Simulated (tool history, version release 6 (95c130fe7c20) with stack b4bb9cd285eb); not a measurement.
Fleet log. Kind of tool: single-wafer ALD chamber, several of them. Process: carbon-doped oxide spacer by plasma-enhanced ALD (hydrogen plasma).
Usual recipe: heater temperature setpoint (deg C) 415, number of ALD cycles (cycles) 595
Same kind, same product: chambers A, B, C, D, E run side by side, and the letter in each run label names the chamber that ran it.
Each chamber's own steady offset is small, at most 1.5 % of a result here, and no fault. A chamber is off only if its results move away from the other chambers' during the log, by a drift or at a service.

| run | hour | heater temperature setpoint (deg C) | number of ALD cycles (cycles) | hours since the last thermocouple change | read-back reference wafer on the same gauge, thickness_nm | mean film thickness on the monitor wafer (angstrom) |
|---|---|---|---|---|---|---|
| 1C | 4.8 | 415 | 595 | 78.3 | 30.306 | 285.01 |
| 2D | 9.1 | 415 | 595 | 1061.3 | 30.314 | 285.27 |
| 3A | 12 | 415 | 595 | 2041.4 | 30.311 | 285.69 |
| 4E | 15.8 | 415 | 595 | 56.4 | 30.318 | 286.15 |
| 5B | 18.6 | 415 | 595 | 1414.8 | 30.324 | 281.38 |
| 6D | 20.9 | 415 | 595 | 1073.1 | 30.323 | 285.64 |
| 7E | 25.7 | 415 | 595 | 66.3 | 30.33 | 286.2 |
| 8C | 29.5 | 415 | 595 | 103 | 30.34 | 284.53 |
| 9B | 32.8 | 415 | 595 | 1429 | 30.334 | 281.12 |
| 10A | 37.5 | 415 | 595 | 2066.9 | 30.34 | 285.92 |
| 11E | 42.6 | 415 | 595 | 83.2 | 30.344 | 286.56 |
| 12D | 45.8 | 406 | 595 | 1098 | 30.354 | 293.88 |
| 13C | 50.2 | 406 | 595 | 123.7 | 30.354 | 293.05 |
| 14A | 54.1 | 406 | 595 | 2083.5 | 30.346 | 293.62 |
| 15B | 59.1 | 406 | 595 | 1455.3 | 30.364 | 290.11 |
| 16D | 61.8 | 406 | 595 | 1114 | 30.364 | 293.43 |
| 17E | 66.3 | 415 | 595 | 106.9 | 30.367 | 286.33 |
| 18A | 69.7 | 415 | 595 | 2099.1 | 30.379 | 286.38 |
| 19B | 73.2 | 415 | 595 | 1469.4 | 30.38 | 281.92 |
| 20C | 77.1 | 415 | 595 | 150.6 | 30.389 | 285.08 |
| 21A | 79.6 | 415 | 595 | 2109 | 30.379 | 285.76 |
| 22E | 84.6 | 415 | 595 | 125.2 | 30.397 | 286.6 |
| 23D | 89.2 | 415 | 595 | 1141.4 | 30.398 | 285.83 |
| 24B | 93.3 | 415 | 595 | 1489.5 | 30.398 | 282.21 |
| 25C | 97.3 | 415 | 595 | 170.8 | 30.405 | 286.34 |
| 26C | 101.5 | 415 | 595 | 175 | 30.404 | 286.21 |
| 27B | 105.8 | 415 | 595 | 1502 | 30.408 | 282.57 |
| 28D | 110.7 | 415 | 595 | 1162.9 | 30.416 | 286.38 |
| 29A | 114.3 | 415 | 595 | 2143.7 | 30.427 | 286.06 |
| 30E | 117.4 | 415 | 595 | 158 | 30.425 | 287.2 |

Decide between three cases: one chamber stands off from its peers, the gauge reading all wafers drifts, or nothing is wrong past each chamber's small offset. Where a chamber is off, say which and what most likely put it there.

Every chamber seems to shift together because the gauge that measures them all drifts; the chambers themselves are fine.
Likeliest cause: gauge reads high (%) = 0.429.

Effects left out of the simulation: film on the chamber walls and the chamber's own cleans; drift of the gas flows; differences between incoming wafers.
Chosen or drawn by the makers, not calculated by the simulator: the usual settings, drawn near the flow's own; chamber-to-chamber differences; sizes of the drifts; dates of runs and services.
